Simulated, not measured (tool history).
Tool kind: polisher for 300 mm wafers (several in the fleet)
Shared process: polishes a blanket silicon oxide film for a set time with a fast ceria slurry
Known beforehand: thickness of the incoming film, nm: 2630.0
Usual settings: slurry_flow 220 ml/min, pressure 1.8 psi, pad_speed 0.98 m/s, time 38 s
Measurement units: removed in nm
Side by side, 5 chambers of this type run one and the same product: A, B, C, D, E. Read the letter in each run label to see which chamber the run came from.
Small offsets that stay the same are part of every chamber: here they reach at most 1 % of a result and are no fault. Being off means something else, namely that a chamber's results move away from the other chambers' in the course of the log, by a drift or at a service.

run,hour,slurry_flow,pressure,pad_speed,time,removed
1D,2.9,220,1.8,0.98,38,358.56
# hour 5.2: chamber C: worn pad replaced by a new one
2C,7.2,220,1.8,0.98,38,347.34
3A,9.4,220,1.8,0.98,38,345.55
4B,13.8,220,1.8,0.98,38,351.14
5E,18.4,220,1.8,0.98,38,347.35
6C,22,220,1.8,0.98,38,346.67
7B,26.2,220,1.8,0.98,48,438.95
8E,30.5,220,1.8,0.98,48,441.25
# hour 31.5: chamber A: worn pad replaced by a new one
9D,32.9,220,1.8,0.98,48,445.12
10A,36.3,220,1.8,0.98,48,440.35
11E,40.2,220,1.8,0.98,48,431.08
12A,44.7,220,1.8,0.98,38,339.65
13B,49,220,1.8,0.98,38,349.36
# hour 49.4: chamber E: worn pad replaced by a new one
14D,51.8,220,1.8,1.28,26,318.95
15C,55.5,220,1.8,1.28,26,314.17
16D,57.9,220,1.8,1.28,26,317.35
17E,62.1,220,1.8,1.28,26,312.16
# hour 64.7: chamber B: slurry nozzle cleaned
# hour 64.8: chamber C: head pressure recalibrated
18A,65.6,220,1.8,1.28,26,310.78
19C,68.1,220,1.8,1.18,38,424.73
20B,72,220,1.8,1.18,38,418.86
# hour 72.7: chamber B: worn pad replaced by a new one
21D,75.8,220,1.8,1.18,38,417.6
22C,80.3,220,1.8,1.18,38,427.25
23E,83.1,220,1.8,1.18,38,421.9
24A,85.9,220,2.3,0.98,38,445.83
25B,88.3,220,2.3,0.98,38,446.64
26E,91.6,220,2.3,0.98,38,442.37
# hour 92.2: chamber C: worn pad replaced by a new one
27D,94.8,220,2.3,0.98,38,439.04
# hour 96.6: chamber A: worn pad replaced by a new one
28A,98.5,220,2.3,0.98,38,451.85
29B,100.6,220,1.8,0.98,38,350.3
# hour 103.3: chamber A: slurry nozzle cleaned
30C,104.8,220,1.8,0.98,38,349
31D,108.7,220,1.8,0.98,38,350.28
32C,111.2,220,1.8,0.98,38,345.44
# hour 112.8: chamber D: worn pad replaced by a new one
33E,114.5,220,1.8,0.98,38,349.37
34B,116.9,220,1.8,0.98,38,353.44
35A,118.9,220,1.8,0.98,38,347.51
36C,120.9,220,1.8,1.12,38,399.34
# hour 123.1: chamber E: worn pad replaced by a new one
37E,125,220,1.8,1.12,38,402.66
38B,127.4,220,1.8,1.12,38,390.67
39D,130.9,220,1.8,1.12,38,392.92
40A,135.3,220,1.8,1.12,38,389.11
41A,138.7,220,1.8,0.98,38,349.55

Is one chamber out of step, is the gauge drifting, or do the chambers differ by no more than their own small offsets? For an off chamber, give its letter and the likeliest cause.

Beyond each chamber's small constant offset nothing stands out, and the gauge stays steady.

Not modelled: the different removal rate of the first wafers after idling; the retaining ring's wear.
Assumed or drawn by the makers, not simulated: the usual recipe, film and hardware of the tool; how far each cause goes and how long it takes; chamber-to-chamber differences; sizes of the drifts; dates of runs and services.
